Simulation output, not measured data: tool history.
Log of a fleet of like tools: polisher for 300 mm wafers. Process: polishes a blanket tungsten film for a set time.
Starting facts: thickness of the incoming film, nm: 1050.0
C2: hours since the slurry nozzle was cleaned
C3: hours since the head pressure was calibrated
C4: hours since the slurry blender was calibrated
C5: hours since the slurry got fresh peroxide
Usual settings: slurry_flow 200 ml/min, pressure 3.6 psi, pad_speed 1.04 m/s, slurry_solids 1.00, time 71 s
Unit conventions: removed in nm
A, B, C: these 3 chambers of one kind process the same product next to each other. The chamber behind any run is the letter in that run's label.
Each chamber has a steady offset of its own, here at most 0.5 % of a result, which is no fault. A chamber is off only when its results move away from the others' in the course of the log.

At hour 2.0: chamber C: slurry blender recalibrated.
Run 1B, hour 11.3: usual settings; wafers polished on this pad 106; C2 78.0; C3 392.5; C4 190.3; C5 22.7. Result: removed 311.04 nm.
At hour 14.5: chamber B: slurry blender recalibrated.
Run 2C, hour 27.5: usual settings; wafers polished on this pad 1464; C2 266.7; C3 332.3; C4 25.6; C5 69.1. Result: removed 307.74 nm.
At hour 28.2: chamber C: worn pad replaced by a new one.
At hour 37.3: chamber A: slurry blender recalibrated.
Run 3A, hour 43.6: usual settings; wafers polished on this pad 762; C2 156.6; C3 385.1; C4 6.3; C5 63.4. Result: removed 300.77 nm.
At hour 57.8: chamber B: slurry tank refilled with fresh slurry and peroxide.
Run 4B, hour 58.5: usual settings; wafers polished on this pad 440; C2 125.2; C3 439.7; C4 44.1; C5 0.8. Result: removed 307.47 nm.
Run 5A, hour 65.6: usual settings; wafers polished on this pad 917; C2 178.6; C3 407.1; C4 28.3; C5 85.4. Result: removed 309.20 nm.
At hour 65.7: chamber C: slurry tank refilled with fresh slurry and peroxide.
Run 6C, hour 74.9: usual settings; wafers polished on this pad 330; C2 314.1; C3 379.7; C4 73.0; C5 9.2. Result: removed 306.57 nm.
Run 7C, hour 89.9: usual settings; wafers polished on this pad 436; C2 329.1; C3 394.7; C4 88.0; C5 24.2. Result: removed 301.99 nm.
At hour 95.9: chamber C: slurry nozzle cleaned.
Run 8B, hour 97.6: usual settings; wafers polished on this pad 716; C2 164.3; C3 478.8; C4 83.2; C5 39.9. Result: removed 302.16 nm.
Run 9A, hour 104.5: usual settings; wafers polished on this pad 1192; C2 217.5; C3 446.0; C4 67.2; C5 124.3. Result: removed 299.98 nm.
Run 10C, hour 119.8: usual settings; wafers polished on this pad 647; C2 24.0; C3 424.6; C4 117.9; C5 54.1. Result: removed 304.99 nm.
At hour 126.2: chamber B: slurry tank refilled with fresh slurry and peroxide.
Run 11A, hour 133.6: usual settings; wafers polished on this pad 1397; C2 246.6; C3 475.1; C4 96.3; C5 153.4. Result: removed 300.92 nm.
At hour 139.0: chamber A: worn pad replaced by a new one.
Run 12B, hour 144.1: usual settings but pad_speed 1.32 m/s; wafers polished on this pad 1044; C2 210.8; C3 525.3; C4 129.7; C5 18.0. Result: removed 382.70 nm.
Run 13C, hour 151.6: usual settings but pad_speed 1.32 m/s; wafers polished on this pad 871; C2 55.8; C3 456.4; C4 149.7; C5 85.9. Result: removed 398.63 nm.
Run 14B, hour 159.5: usual settings but pad_speed 1.32 m/s; wafers polished on this pad 1153; C2 226.2; C3 540.7; C4 145.1; C5 33.4. Result: removed 380.08 nm.
At hour 166.6: chamber B: worn pad replaced by a new one.
At hour 167.9: chamber C: slurry tank refilled with fresh slurry and peroxide.
Run 15A, hour 171.2: usual settings; wafers polished on this pad 227; C2 284.2; C3 512.7; C4 133.9; C5 191.0. Result: removed 288.11 nm.
At hour 174.5: chamber A: slurry blender recalibrated.
Run 16A, hour 183.7: usual settings; wafers polished on this pad 316; C2 296.7; C3 525.2; C4 9.2; C5 203.5. Result: removed 295.18 nm.
Run 17B, hour 199.3: usual settings; wafers polished on this pad 231; C2 266.0; C3 580.5; C4 184.9; C5 73.2. Result: removed 303.58 nm.
At hour 200.6: chamber B: slurry tank refilled with fresh slurry and peroxide.
Run 18C, hour 209.7: usual settings; wafers polished on this pad 1282; C2 113.9; C3 514.5; C4 207.8; C5 41.9. Result: removed 314.96 nm.
Run 19A, hour 217.2: usual settings; wafers polished on this pad 552; C2 330.2; C3 558.7; C4 42.7; C5 237.0. Result: removed 291.98 nm.
At hour 223.8: chamber B: slurry blender recalibrated.
Run 20B, hour 230.8: usual settings but slurry_flow 260 ml/min, slurry_solids 1.15; wafers polished on this pad 453; C2 297.5; C3 612.0; C4 7.1; C5 30.3. Result: removed 328.41 nm.
At hour 236.0: chamber C: worn pad replaced by a new one.
Run 21C, hour 238.2: usual settings but slurry_flow 260 ml/min, slurry_solids 1.15; wafers polished on this pad 15; C2 142.4; C3 543.0; C4 236.3; C5 70.4. Result: removed 327.05 nm.
Run 22C, hour 252.2: usual settings but slurry_flow 260 ml/min, slurry_solids 1.15; wafers polished on this pad 114; C2 156.4; C3 557.0; C4 250.3; C5 84.4. Result: removed 329.54 nm.
At hour 256.4: chamber C: slurry tank refilled with fresh slurry and peroxide.
At hour 264.0: chamber B: head pressure recalibrated.
Run 23B, hour 265.9: usual settings; wafers polished on this pad 701; C2 332.6; C3 2.0; C4 42.2; C5 65.4. Result: removed 298.92 nm.
At hour 272.6: chamber B: slurry tank refilled with fresh slurry and peroxide.
Run 24A, hour 273.7: usual settings; wafers polished on this pad 951; C2 386.7; C3 615.2; C4 99.2; C5 293.5. Result: removed 271.75 nm.
At hour 281.5: chamber C: head pressure recalibrated.
Run 25C, hour 283.2: usual settings; wafers polished on this pad 333; C2 187.4; C3 1.7; C4 281.3; C5 26.9. Result: removed 305.60 nm.
Run 26B, hour 294.5: usual settings but slurry_solids 0.80; wafers polished on this pad 903; C2 361.2; C3 30.6; C4 70.8; C5 21.9. Result: removed 296.35 nm.

Each of the 3 chambers runs these same settings next. Fill in every chamber's results:
Run 27A, hour 306.1: usual settings but pressure 2.6 psi. Result: removed ?.
Run 27B, hour 306.1: usual settings but pressure 2.6 psi. Result: removed ?.
Run 27C, hour 306.1: usual settings but pressure 2.6 psi. Result: removed ?.

run  removed
27A   191.05
27B   217.70
27C   221.17
